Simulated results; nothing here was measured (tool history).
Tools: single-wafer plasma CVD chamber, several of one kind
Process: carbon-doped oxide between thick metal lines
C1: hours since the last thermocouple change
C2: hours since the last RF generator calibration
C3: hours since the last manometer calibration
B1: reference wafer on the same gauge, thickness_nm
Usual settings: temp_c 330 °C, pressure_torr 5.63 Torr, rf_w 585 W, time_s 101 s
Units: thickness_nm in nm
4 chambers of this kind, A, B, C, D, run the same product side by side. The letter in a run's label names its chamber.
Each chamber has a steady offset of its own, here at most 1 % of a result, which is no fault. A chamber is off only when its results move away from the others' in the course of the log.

{"run": "1C", "day": 0.279, "temp_c": 330, "pressure_torr": 5.63, "rf_w": 585, "time_s": 101, "C1": 1251.4, "C2": 917, "C3": 2293.3, "B1": 610.95, "thickness_nm": 597.56}
{"run": "2D", "day": 0.654, "temp_c": 330, "pressure_torr": 5.63, "rf_w": 585, "time_s": 101, "C1": 737, "C2": 263.4, "C3": 422.5, "B1": 610.78, "thickness_nm": 605.54}
{"run": "3A", "day": 1.021, "temp_c": 330, "pressure_torr": 5.63, "rf_w": 585, "time_s": 101, "C1": 187.7, "C2": 1549, "C3": 1344.2, "B1": 610.82, "thickness_nm": 597.4}
{"run": "4B", "day": 1.254, "temp_c": 330, "pressure_torr": 5.63, "rf_w": 585, "time_s": 101, "C1": 205.9, "C2": 460.9, "C3": 822.5, "B1": 610.92, "thickness_nm": 601.85}
{"run": "5A", "day": 1.538, "temp_c": 330, "pressure_torr": 5.63, "rf_w": 585, "time_s": 101, "C1": 200.1, "C2": 1561.4, "C3": 1356.6, "B1": 610.55, "thickness_nm": 600.03}
{"run": "6C", "day": 1.908, "temp_c": 330, "pressure_torr": 5.63, "rf_w": 675, "time_s": 101, "C1": 1290.5, "C2": 956.1, "C3": 2332.4, "B1": 611.1, "thickness_nm": 654.27}
{"run": "7B", "day": 2.192, "temp_c": 330, "pressure_torr": 5.63, "rf_w": 675, "time_s": 101, "C1": 228.4, "C2": 483.4, "C3": 845, "B1": 611.41, "thickness_nm": 656.6}
{"run": "8D", "day": 2.492, "temp_c": 330, "pressure_torr": 5.63, "rf_w": 675, "time_s": 101, "C1": 781.1, "C2": 307.5, "C3": 466.6, "B1": 610.67, "thickness_nm": 657.99}
{"run": "9A", "day": 2.842, "temp_c": 330, "pressure_torr": 5.63, "rf_w": 675, "time_s": 101, "C1": 231.4, "C2": 1592.7, "C3": 1387.9, "B1": 610.79, "thickness_nm": 652.97}
{"run": "10B", "day": 3.167, "temp_c": 330, "pressure_torr": 5.63, "rf_w": 585, "time_s": 101, "C1": 251.8, "C2": 506.8, "C3": 868.4, "B1": 611.15, "thickness_nm": 606.37}
{"run": "11C", "day": 3.5, "temp_c": 330, "pressure_torr": 5.63, "rf_w": 585, "time_s": 101, "C1": 1328.7, "C2": 994.3, "C3": 2370.6, "B1": 610.91, "thickness_nm": 596.99}
{"run": "12D", "day": 3.904, "temp_c": 330, "pressure_torr": 6.4, "rf_w": 585, "time_s": 101, "C1": 815, "C2": 341.4, "C3": 500.5, "B1": 610.68, "thickness_nm": 617.17}
{"run": "13C", "day": 4.108, "temp_c": 330, "pressure_torr": 6.4, "rf_w": 585, "time_s": 101, "C1": 1343.3, "C2": 1008.9, "C3": 2385.2, "B1": 611.29, "thickness_nm": 602.95}
{"run": "14D", "day": 4.292, "temp_c": 330, "pressure_torr": 6.4, "rf_w": 585, "time_s": 101, "C1": 824.3, "C2": 350.7, "C3": 509.8, "B1": 610.63, "thickness_nm": 615.36}
{"run": "15B", "day": 4.5, "temp_c": 330, "pressure_torr": 6.4, "rf_w": 585, "time_s": 101, "C1": 283.8, "C2": 538.8, "C3": 900.4, "B1": 610.81, "thickness_nm": 612.42}
{"run": "16A", "day": 4.708, "temp_c": 330, "pressure_torr": 5.63, "rf_w": 585, "time_s": 101, "C1": 276.2, "C2": 1637.5, "C3": 1432.7, "B1": 610.76, "thickness_nm": 599.64}
{"run": "17C", "day": 5.008, "temp_c": 330, "pressure_torr": 5.63, "rf_w": 585, "time_s": 101, "C1": 1364.9, "C2": 1030.5, "C3": 2406.8, "B1": 610.83, "thickness_nm": 593.21}
{"run": "18D", "day": 5.204, "temp_c": 324, "pressure_torr": 5.63, "rf_w": 510, "time_s": 101, "C1": 846.2, "C2": 372.6, "C3": 531.7, "B1": 611.09, "thickness_nm": 566.29}
{"run": "19A", "day": 5.596, "temp_c": 324, "pressure_torr": 5.63, "rf_w": 510, "time_s": 101, "C1": 297.5, "C2": 1658.8, "C3": 1454, "B1": 611.14, "thickness_nm": 564.62}
{"run": "20B", "day": 5.85, "temp_c": 324, "pressure_torr": 5.63, "rf_w": 510, "time_s": 101, "C1": 316.2, "C2": 571.2, "C3": 932.8, "B1": 610.32, "thickness_nm": 569.31}
{"run": "21A", "day": 6.071, "temp_c": 324, "pressure_torr": 5.63, "rf_w": 510, "time_s": 101, "C1": 308.9, "C2": 1670.2, "C3": 1465.4, "B1": 611.04, "thickness_nm": 559.54}
{"run": "22D", "day": 6.317, "temp_c": 330, "pressure_torr": 5.63, "rf_w": 515, "time_s": 108, "C1": 872.9, "C2": 399.3, "C3": 558.4, "B1": 611.42, "thickness_nm": 600.03}
{"run": "23C", "day": 6.542, "temp_c": 330, "pressure_torr": 5.63, "rf_w": 515, "time_s": 108, "C1": 1401.7, "C2": 1067.3, "C3": 2443.6, "B1": 610.74, "thickness_nm": 583.68}
{"run": "24B", "day": 6.958, "temp_c": 330, "pressure_torr": 5.63, "rf_w": 515, "time_s": 108, "C1": 342.8, "C2": 597.8, "C3": 959.4, "B1": 611.23, "thickness_nm": 599.25}
{"run": "25D", "day": 7.371, "temp_c": 330, "pressure_torr": 5.63, "rf_w": 515, "time_s": 108, "C1": 898.2, "C2": 424.6, "C3": 583.7, "B1": 611.49, "thickness_nm": 600.13}
{"day": 7.479, "done": "chamber C: thermocouple changed; heater temperature recalibrated"}
{"run": "26A", "day": 7.646, "temp_c": 330, "pressure_torr": 5.63, "rf_w": 585, "time_s": 101, "C1": 346.7, "C2": 1708, "C3": 1503.2, "B1": 611.4, "thickness_nm": 600.33}
{"run": "27B", "day": 7.862, "temp_c": 330, "pressure_torr": 5.63, "rf_w": 585, "time_s": 101, "C1": 364.5, "C2": 619.5, "C3": 981.1, "B1": 611.58, "thickness_nm": 605.11}
{"run": "28C", "day": 8.083, "temp_c": 330, "pressure_torr": 5.63, "rf_w": 585, "time_s": 101, "C1": 14.5, "C2": 1104.3, "C3": 2480.6, "B1": 610.83, "thickness_nm": 590.9}
{"run": "29D", "day": 8.296, "temp_c": 330, "pressure_torr": 5.63, "rf_w": 585, "time_s": 101, "C1": 920.4, "C2": 446.8, "C3": 605.9, "B1": 611.36, "thickness_nm": 606}
{"run": "30A", "day": 8.529, "temp_c": 330, "pressure_torr": 5.63, "rf_w": 585, "time_s": 101, "C1": 367.9, "C2": 1729.2, "C3": 1524.4, "B1": 611.18, "thickness_nm": 600.91}
{"run": "31B", "day": 8.792, "temp_c": 318, "pressure_torr": 5.63, "rf_w": 585, "time_s": 101, "C1": 386.8, "C2": 641.8, "C3": 1003.4, "B1": 611.42, "thickness_nm": 628.56}
{"run": "32C", "day": 9.012, "temp_c": 318, "pressure_torr": 5.63, "rf_w": 585, "time_s": 101, "C1": 36.8, "C2": 1126.6, "C3": 2502.9, "B1": 611.27, "thickness_nm": 615.71}
{"run": "33A", "day": 9.283, "temp_c": 318, "pressure_torr": 5.63, "rf_w": 585, "time_s": 101, "C1": 386, "C2": 1747.3, "C3": 1542.5, "B1": 610.9, "thickness_nm": 622.85}
{"run": "34D", "day": 9.529, "temp_c": 318, "pressure_torr": 5.63, "rf_w": 585, "time_s": 101, "C1": 950, "C2": 476.4, "C3": 635.5, "B1": 610.95, "thickness_nm": 633.56}
{"run": "35B", "day": 9.783, "temp_c": 330, "pressure_torr": 5.63, "rf_w": 585, "time_s": 101, "C1": 410.6, "C2": 665.6, "C3": 1027.2, "B1": 610.8, "thickness_nm": 603.08}
{"run": "36C", "day": 10.104, "temp_c": 330, "pressure_torr": 6.39, "rf_w": 585, "time_s": 101, "C1": 63, "C2": 1152.8, "C3": 2529.1, "B1": 610.75, "thickness_nm": 594}
{"run": "37B", "day": 10.496, "temp_c": 330, "pressure_torr": 6.39, "rf_w": 585, "time_s": 101, "C1": 427.7, "C2": 682.7, "C3": 1044.3, "B1": 611.03, "thickness_nm": 611.2}
{"run": "38C", "day": 10.829, "temp_c": 330, "pressure_torr": 6.39, "rf_w": 585, "time_s": 101, "C1": 80.4, "C2": 1170.2, "C3": 2546.5, "B1": 611.06, "thickness_nm": 592.16}
{"run": "39D", "day": 11.021, "temp_c": 330, "pressure_torr": 6.39, "rf_w": 585, "time_s": 101, "C1": 985.8, "C2": 512.2, "C3": 671.3, "B1": 611.11, "thickness_nm": 616.83}
{"run": "40A", "day": 11.292, "temp_c": 330, "pressure_torr": 5.63, "rf_w": 690, "time_s": 86, "C1": 434.2, "C2": 1795.5, "C3": 1590.7, "B1": 610.79, "thickness_nm": 562.31}

What goes on in this fleet: one chamber off, a drifting gauge, or nothing beyond the chambers' own small offsets? Name the chamber and the cause, if any.

Chamber C drifts away from the others.
Cause: delivered RF power below the setpoint (%) = 4.25.

Here are 4 candidates for chamber C's next run, each the usual settings with a change, their results left as question marks. Which one brings its results back in line with what the others give on the usual settings?
In line means no further than this from the other chambers' mean on the usual settings: thickness_nm 5.9 nm
{"run": "41C-1", "day": 11.596, "temp_c": 330, "pressure_torr": 5.59, "rf_w": 585, "time_s": 98, "thickness_nm": "?"}
{"run": "41C-2", "day": 11.596, "temp_c": 335, "pressure_torr": 5.63, "rf_w": 585, "time_s": 101, "thickness_nm": "?"}
{"run": "41C-3", "day": 11.596, "temp_c": 319, "pressure_torr": 5.63, "rf_w": 585, "time_s": 101, "thickness_nm": "?"}
{"run": "41C-4", "day": 11.596, "temp_c": 330, "pressure_torr": 5.64, "rf_w": 590, "time_s": 102, "thickness_nm": "?"}

The other chambers' mean on the usual settings: thickness_nm 603.13 nm
run=41C-1 thickness_nm=566.14
run=41C-2 thickness_nm=575.1
run=41C-3 thickness_nm=605.92
run=41C-4 thickness_nm=592.77
41C-3 brings the chamber back in line.
